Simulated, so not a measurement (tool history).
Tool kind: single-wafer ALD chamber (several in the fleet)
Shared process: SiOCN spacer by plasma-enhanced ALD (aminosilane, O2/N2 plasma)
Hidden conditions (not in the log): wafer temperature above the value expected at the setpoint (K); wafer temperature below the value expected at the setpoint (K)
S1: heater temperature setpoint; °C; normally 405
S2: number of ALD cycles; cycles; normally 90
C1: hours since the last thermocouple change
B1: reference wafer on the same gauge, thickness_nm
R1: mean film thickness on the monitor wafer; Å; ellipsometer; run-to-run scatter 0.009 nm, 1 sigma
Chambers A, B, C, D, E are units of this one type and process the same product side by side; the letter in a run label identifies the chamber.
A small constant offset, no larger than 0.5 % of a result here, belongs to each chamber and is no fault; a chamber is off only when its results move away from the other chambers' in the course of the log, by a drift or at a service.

run 1D hour=5.3 | S1=405 S2=90 | C1=381.0 | B1=5.7797 | R1=53.505
run 2A hour=12.4 | S1=405 S2=90 | C1=610.6 | B1=5.7799 | R1=53.499
run 3E hour=20.7 | S1=405 S2=90 | C1=524.3 | B1=5.7770 | R1=53.438
run 4C hour=28.2 | S1=405 S2=90 | C1=108.1 | B1=5.7784 | R1=53.316
run 5B hour=33.1 | S1=405 S2=90 | C1=1252.1 | B1=5.7750 | R1=53.295
run 6B hour=41.8 | S1=405 S2=90 | C1=1260.8 | B1=5.7758 | R1=53.143
run 7D hour=47.6 | S1=405 S2=90 | C1=423.3 | B1=5.7729 | R1=53.456
run 8A hour=55.7 | S1=405 S2=90 | C1=653.9 | B1=5.7734 | R1=53.331
run 9C hour=64.4 | S1=405 S2=90 | C1=144.3 | B1=5.7704 | R1=53.312
run 10E hour=71.9 | S1=405 S2=90 | C1=575.5 | B1=5.7729 | R1=53.374
run 11A hour=76.7 | S1=398 S2=90 | C1=674.9 | B1=5.7680 | R1=54.225
run 12C hour=84.3 | S1=398 S2=90 | C1=164.2 | B1=5.7710 | R1=54.121
run 13E hour=93.4 | S1=398 S2=90 | C1=597.0 | B1=5.7728 | R1=54.305
run 14B hour=102.6 | S1=398 S2=90 | C1=1321.6 | B1=5.7689 | R1=54.072
run 15D hour=112.7 | S1=398 S2=90 | C1=488.4 | B1=5.7660 | R1=54.389
run 16A hour=118.7 | S1=405 S2=90 | C1=716.9 | B1=5.7673 | R1=53.310
run 17D hour=128.8 | S1=405 S2=90 | C1=504.5 | B1=5.7627 | R1=53.250
run 18E hour=133.6 | S1=405 S2=90 | C1=637.2 | B1=5.7600 | R1=53.363
run 19C hour=141.8 | S1=405 S2=90 | C1=221.7 | B1=5.7636 | R1=53.193
run 20B hour=147.2 | S1=405 S2=90 | C1=1366.2 | B1=5.7615 | R1=53.234
run 21D hour=152.8 | S1=405 S2=90 | C1=528.5 | B1=5.7609 | R1=53.456
run 22C hour=159.8 | S1=405 S2=90 | C1=239.7 | B1=5.7568 | R1=53.140
run 23E hour=166.1 | S1=405 S2=90 | C1=669.7 | B1=5.7603 | R1=53.427
run 24A hour=171.9 | S1=405 S2=90 | C1=770.1 | B1=5.7600 | R1=53.178
run 25B hour=178.0 | S1=405 S2=90 | C1=1397.0 | B1=5.7591 | R1=53.177
run 26E hour=184.5 | S1=405 S2=90 | C1=688.1 | B1=5.7580 | R1=53.195
run 27D hour=193.6 | S1=405 S2=90 | C1=569.3 | B1=5.7583 | R1=53.449
run 28C hour=199.9 | S1=400 S2=101 | C1=279.8 | B1=5.7556 | R1=60.740
run 29A hour=209.0 | S1=400 S2=101 | C1=807.2 | B1=5.7540 | R1=60.766
run 30B hour=215.1 | S1=400 S2=101 | C1=1434.1 | B1=5.7555 | R1=60.501
run 31C hour=221.2 | S1=400 S2=101 | C1=301.1 | B1=5.7509 | R1=60.423
run 32A hour=230.9 | S1=400 S2=101 | C1=829.1 | B1=5.7521 | R1=60.619
run 33E hour=236.2 | S1=405 S2=90 | C1=739.8 | B1=5.7473 | R1=53.271
run 34B hour=241.8 | S1=405 S2=90 | C1=1460.8 | B1=5.7461 | R1=52.847
run 35D hour=250.7 | S1=405 S2=90 | C1=626.4 | B1=5.7490 | R1=53.134
run 36D hour=256.5 | S1=405 S2=90 | C1=632.2 | B1=5.7481 | R1=53.201
run 37B hour=263.6 | S1=405 S2=90 | C1=1482.6 | B1=5.7467 | R1=52.955
run 38E hour=268.4 | S1=405 S2=90 | C1=772.0 | B1=5.7479 | R1=53.336
run 39C hour=277.3 | S1=405 S2=90 | C1=357.2 | B1=5.7491 | R1=53.244
-- hour=281.8 chamber B: thermocouple changed; heater temperature recalibrated
run 40A hour=287.2 | S1=391 S2=82 | C1=885.4 | B1=5.7476 | R1=49.053
run 41A hour=294.8 | S1=391 S2=82 | C1=893.0 | B1=5.7451 | R1=49.024
run 42C hour=304.2 | S1=391 S2=82 | C1=384.1 | B1=5.7405 | R1=48.987
run 43E hour=314.1 | S1=391 S2=82 | C1=817.7 | B1=5.7409 | R1=49.409
run 44B hour=318.6 | S1=391 S2=82 | C1=36.9 | B1=5.7395 | R1=49.043

Each of the 5 chambers runs these same settings next. Fill in every chamber's results:
run 45A hour=325.9 | S1=405 S2=81 | R1=?
run 45B hour=325.9 | S1=405 S2=81 | R1=?
run 45C hour=325.9 | S1=405 S2=81 | R1=?
run 45D hour=325.9 | S1=405 S2=81 | R1=?
run 45E hour=325.9 | S1=405 S2=81 | R1=?

run=45A R1=47.842
run=45B R1=47.621
run=45C R1=47.722
run=45D R1=47.847
run=45E R1=47.843
